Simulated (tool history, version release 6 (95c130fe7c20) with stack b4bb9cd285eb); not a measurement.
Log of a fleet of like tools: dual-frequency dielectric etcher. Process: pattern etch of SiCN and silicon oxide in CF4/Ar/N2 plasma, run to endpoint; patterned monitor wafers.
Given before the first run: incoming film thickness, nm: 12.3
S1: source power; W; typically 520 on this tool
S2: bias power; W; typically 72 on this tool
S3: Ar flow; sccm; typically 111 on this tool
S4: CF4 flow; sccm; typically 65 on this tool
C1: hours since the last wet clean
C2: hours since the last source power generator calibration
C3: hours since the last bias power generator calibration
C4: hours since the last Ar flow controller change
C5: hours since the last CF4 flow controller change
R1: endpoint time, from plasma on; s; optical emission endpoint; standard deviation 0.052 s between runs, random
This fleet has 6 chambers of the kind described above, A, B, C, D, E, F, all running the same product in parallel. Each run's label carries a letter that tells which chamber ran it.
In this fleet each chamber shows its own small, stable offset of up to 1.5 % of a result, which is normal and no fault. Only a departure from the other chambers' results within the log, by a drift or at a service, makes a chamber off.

{"day": 0.3, "done": "chamber C: wet clean of the chamber"}
{"run": "1E", "day": 0.308, "S1": 520, "S2": 72, "S3": 111, "S4": 65, "C1": 378.2, "C2": 1933.8, "C3": 946.3, "C4": 1715.7, "C5": 4334.4, "R1": 12.858}
{"run": "2D", "day": 0.475, "S1": 520, "S2": 72, "S3": 111, "S4": 65, "C1": 114.3, "C2": 248.0, "C3": 19.1, "C4": 935.4, "C5": 318.5, "R1": 12.948}
{"run": "3C", "day": 0.733, "S1": 520, "S2": 72, "S3": 111, "S4": 65, "C1": 10.5, "C2": 1000.2, "C3": 2054.2, "C4": 883.5, "C5": 1048.1, "R1": 13.114}
{"run": "4A", "day": 0.992, "S1": 520, "S2": 72, "S3": 111, "S4": 65, "C1": 92.6, "C2": 90.5, "C3": 3390.4, "C4": 85.3, "C5": 1537.9, "R1": 12.881}
{"run": "5B", "day": 1.146, "S1": 520, "S2": 72, "S3": 111, "S4": 65, "C1": 459.7, "C2": 472.4, "C3": 3159.6, "C4": 2254.6, "C5": 1262.4, "R1": 12.903}
{"run": "6F", "day": 1.338, "S1": 520, "S2": 72, "S3": 111, "S4": 65, "C1": 180.3, "C2": 1608.4, "C3": 1724.3, "C4": 874.4, "C5": 2538.2, "R1": 13.136}
{"run": "7E", "day": 1.592, "S1": 520, "S2": 72, "S3": 111, "S4": 65, "C1": 409.0, "C2": 1964.6, "C3": 977.1, "C4": 1746.5, "C5": 4365.2, "R1": 12.862}
{"run": "8D", "day": 1.754, "S1": 520, "S2": 72, "S3": 111, "S4": 65, "C1": 145.0, "C2": 278.7, "C3": 49.8, "C4": 966.1, "C5": 349.2, "R1": 13.053}
{"run": "9F", "day": 1.971, "S1": 520, "S2": 72, "S3": 111, "S4": 65, "C1": 195.5, "C2": 1623.6, "C3": 1739.5, "C4": 889.6, "C5": 2553.4, "R1": 13.066}
{"run": "10C", "day": 2.171, "S1": 520, "S2": 72, "S3": 111, "S4": 65, "C1": 45.0, "C2": 1034.7, "C3": 2088.7, "C4": 918.0, "C5": 1082.6, "R1": 13.06}
{"run": "11B", "day": 2.312, "S1": 520, "S2": 72, "S3": 111, "S4": 65, "C1": 487.7, "C2": 500.4, "C3": 3187.6, "C4": 2282.6, "C5": 1290.4, "R1": 12.889}
{"run": "12A", "day": 2.629, "S1": 520, "S2": 72, "S3": 120, "S4": 65, "C1": 131.9, "C2": 129.8, "C3": 3429.7, "C4": 124.6, "C5": 1577.2, "R1": 13.048}
{"run": "13C", "day": 2.9, "S1": 520, "S2": 72, "S3": 120, "S4": 65, "C1": 62.5, "C2": 1052.2, "C3": 2106.2, "C4": 935.5, "C5": 1100.1, "R1": 13.222}
{"run": "14A", "day": 3.175, "S1": 520, "S2": 72, "S3": 120, "S4": 65, "C1": 145.0, "C2": 142.9, "C3": 3442.8, "C4": 137.7, "C5": 1590.3, "R1": 12.987}
{"run": "15D", "day": 3.371, "S1": 520, "S2": 72, "S3": 120, "S4": 65, "C1": 183.8, "C2": 317.5, "C3": 88.6, "C4": 1004.9, "C5": 388.0, "R1": 13.135}
{"run": "16E", "day": 3.667, "S1": 520, "S2": 72, "S3": 120, "S4": 65, "C1": 458.8, "C2": 2014.4, "C3": 1026.9, "C4": 1796.3, "C5": 4415.0, "R1": 13.117}
{"run": "17B", "day": 3.862, "S1": 520, "S2": 72, "S3": 120, "S4": 65, "C1": 524.9, "C2": 537.6, "C3": 3224.8, "C4": 2319.8, "C5": 1327.6, "R1": 13.121}
{"run": "18F", "day": 4.146, "S1": 520, "S2": 72, "S3": 111, "S4": 65, "C1": 247.7, "C2": 1675.8, "C3": 1791.7, "C4": 941.8, "C5": 2605.6, "R1": 13.085}
{"run": "19C", "day": 4.408, "S1": 520, "S2": 72, "S3": 84, "S4": 65, "C1": 98.7, "C2": 1088.4, "C3": 2142.4, "C4": 971.7, "C5": 1136.3, "R1": 12.515}
{"run": "20B", "day": 4.604, "S1": 520, "S2": 72, "S3": 84, "S4": 65, "C1": 542.7, "C2": 555.4, "C3": 3242.6, "C4": 2337.6, "C5": 1345.4, "R1": 12.29}
{"run": "21F", "day": 4.904, "S1": 520, "S2": 72, "S3": 84, "S4": 65, "C1": 265.9, "C2": 1694.0, "C3": 1809.9, "C4": 960.0, "C5": 2623.8, "R1": 12.509}
{"run": "22D", "day": 5.075, "S1": 520, "S2": 72, "S3": 84, "S4": 65, "C1": 224.7, "C2": 358.4, "C3": 129.5, "C4": 1045.8, "C5": 428.9, "R1": 12.568}
{"run": "23E", "day": 5.233, "S1": 520, "S2": 72, "S3": 84, "S4": 65, "C1": 496.4, "C2": 2052.0, "C3": 1064.5, "C4": 1833.9, "C5": 4452.6, "R1": 12.357}
{"run": "24A", "day": 5.529, "S1": 520, "S2": 72, "S3": 84, "S4": 65, "C1": 201.5, "C2": 199.4, "C3": 3499.3, "C4": 194.2, "C5": 1646.8, "R1": 12.35}
{"day": 5.812, "done": "chamber B: wet clean of the chamber"}
{"run": "25C", "day": 5.846, "S1": 520, "S2": 72, "S3": 111, "S4": 65, "C1": 133.2, "C2": 1122.9, "C3": 2176.9, "C4": 1006.2, "C5": 1170.8, "R1": 13.128}
{"run": "26B", "day": 6.046, "S1": 520, "S2": 72, "S3": 111, "S4": 65, "C1": 5.6, "C2": 590.0, "C3": 3277.2, "C4": 2372.2, "C5": 1380.0, "R1": 13.507}
{"run": "27D", "day": 6.229, "S1": 520, "S2": 72, "S3": 111, "S4": 65, "C1": 252.4, "C2": 386.1, "C3": 157.2, "C4": 1073.5, "C5": 456.6, "R1": 12.982}
{"run": "28F", "day": 6.408, "S1": 520, "S2": 72, "S3": 111, "S4": 65, "C1": 302.0, "C2": 1730.1, "C3": 1846.0, "C4": 996.1, "C5": 2659.9, "R1": 13.112}
{"run": "29A", "day": 6.579, "S1": 520, "S2": 72, "S3": 98, "S4": 65, "C1": 226.7, "C2": 224.6, "C3": 3524.5, "C4": 219.4, "C5": 1672.0, "R1": 12.637}
{"day": 6.583, "done": "chamber A: bias power generator calibrated"}
{"run": "30E", "day": 6.788, "S1": 520, "S2": 72, "S3": 98, "S4": 65, "C1": 533.7, "C2": 2089.3, "C3": 1101.8, "C4": 1871.2, "C5": 4489.9, "R1": 12.643}
{"day": 6.846, "done": "chamber E: wet clean of the chamber"}
{"run": "31C", "day": 7.046, "S1": 520, "S2": 72, "S3": 98, "S4": 65, "C1": 162.0, "C2": 1151.7, "C3": 2205.7, "C4": 1035.0, "C5": 1199.6, "R1": 12.82}
{"run": "32B", "day": 7.304, "S1": 520, "S2": 72, "S3": 98, "S4": 65, "C1": 35.8, "C2": 620.2, "C3": 3307.4, "C4": 2402.4, "C5": 1410.2, "R1": 13.242}
{"run": "33F", "day": 7.592, "S1": 520, "S2": 72, "S3": 98, "S4": 65, "C1": 330.4, "C2": 1758.5, "C3": 1874.4, "C4": 1024.5, "C5": 2688.3, "R1": 12.868}
{"run": "34D", "day": 7.85, "S1": 520, "S2": 72, "S3": 98, "S4": 65, "C1": 291.3, "C2": 425.0, "C3": 196.1, "C4": 1112.4, "C5": 495.5, "R1": 12.835}
{"run": "35E", "day": 8.071, "S1": 520, "S2": 72, "S3": 111, "S4": 65, "C1": 29.4, "C2": 2120.1, "C3": 1132.6, "C4": 1902.0, "C5": 4520.7, "R1": 12.892}
{"day": 8.212, "done": "chamber E: source power generator calibrated"}
{"run": "36A", "day": 8.254, "S1": 520, "S2": 72, "S3": 111, "S4": 65, "C1": 266.9, "C2": 264.8, "C3": 40.2, "C4": 259.6, "C5": 1712.2, "R1": 12.929}
{"run": "37E", "day": 8.433, "S1": 520, "S2": 72, "S3": 111, "S4": 65, "C1": 38.1, "C2": 5.4, "C3": 1141.3, "C4": 1910.7, "C5": 4529.4, "R1": 12.864}
{"run": "38C", "day": 8.733, "S1": 520, "S2": 72, "S3": 111, "S4": 65, "C1": 202.5, "C2": 1192.2, "C3": 2246.2, "C4": 1075.5, "C5": 1240.1, "R1": 13.071}
{"run": "39A", "day": 8.912, "S1": 520, "S2": 72, "S3": 111, "S4": 65, "C1": 282.7, "C2": 280.6, "C3": 56.0, "C4": 275.4, "C5": 1728.0, "R1": 12.862}
{"run": "40B", "day": 9.171, "S1": 520, "S2": 72, "S3": 111, "S4": 65, "C1": 80.6, "C2": 665.0, "C3": 3352.2, "C4": 2447.2, "C5": 1455.0, "R1": 13.529}
{"run": "41D", "day": 9.425, "S1": 520, "S2": 72, "S3": 111, "S4": 65, "C1": 329.1, "C2": 462.8, "C3": 233.9, "C4": 1150.2, "C5": 533.3, "R1": 13.029}
{"run": "42F", "day": 9.717, "S1": 520, "S2": 72, "S3": 111, "S4": 65, "C1": 381.4, "C2": 1809.5, "C3": 1925.4, "C4": 1075.5, "C5": 2739.3, "R1": 13.025}
{"run": "43E", "day": 10.017, "S1": 480, "S2": 72, "S3": 111, "S4": 65, "C1": 76.1, "C2": 43.4, "C3": 1179.3, "C4": 1948.7, "C5": 4567.4, "R1": 13.997}

Next, every chamber runs the same settings. What will each give?
{"run": "44A", "day": 10.242, "S1": 520, "S2": 72, "S3": 111, "S4": 65, "R1": "?"}
{"run": "44B", "day": 10.242, "S1": 520, "S2": 72, "S3": 111, "S4": 65, "R1": "?"}
{"run": "44C", "day": 10.242, "S1": 520, "S2": 72, "S3": 111, "S4": 65, "R1": "?"}
{"run": "44D", "day": 10.242, "S1": 520, "S2": 72, "S3": 111, "S4": 65, "R1": "?"}
{"run": "44E", "day": 10.242, "S1": 520, "S2": 72, "S3": 111, "S4": 65, "R1": "?"}
{"run": "44F", "day": 10.242, "S1": 520, "S2": 72, "S3": 111, "S4": 65, "R1": "?"}

run=44A R1=12.940
run=44B R1=13.411
run=44C R1=13.110
run=44D R1=13.093
run=44E R1=12.873
run=44F R1=13.125
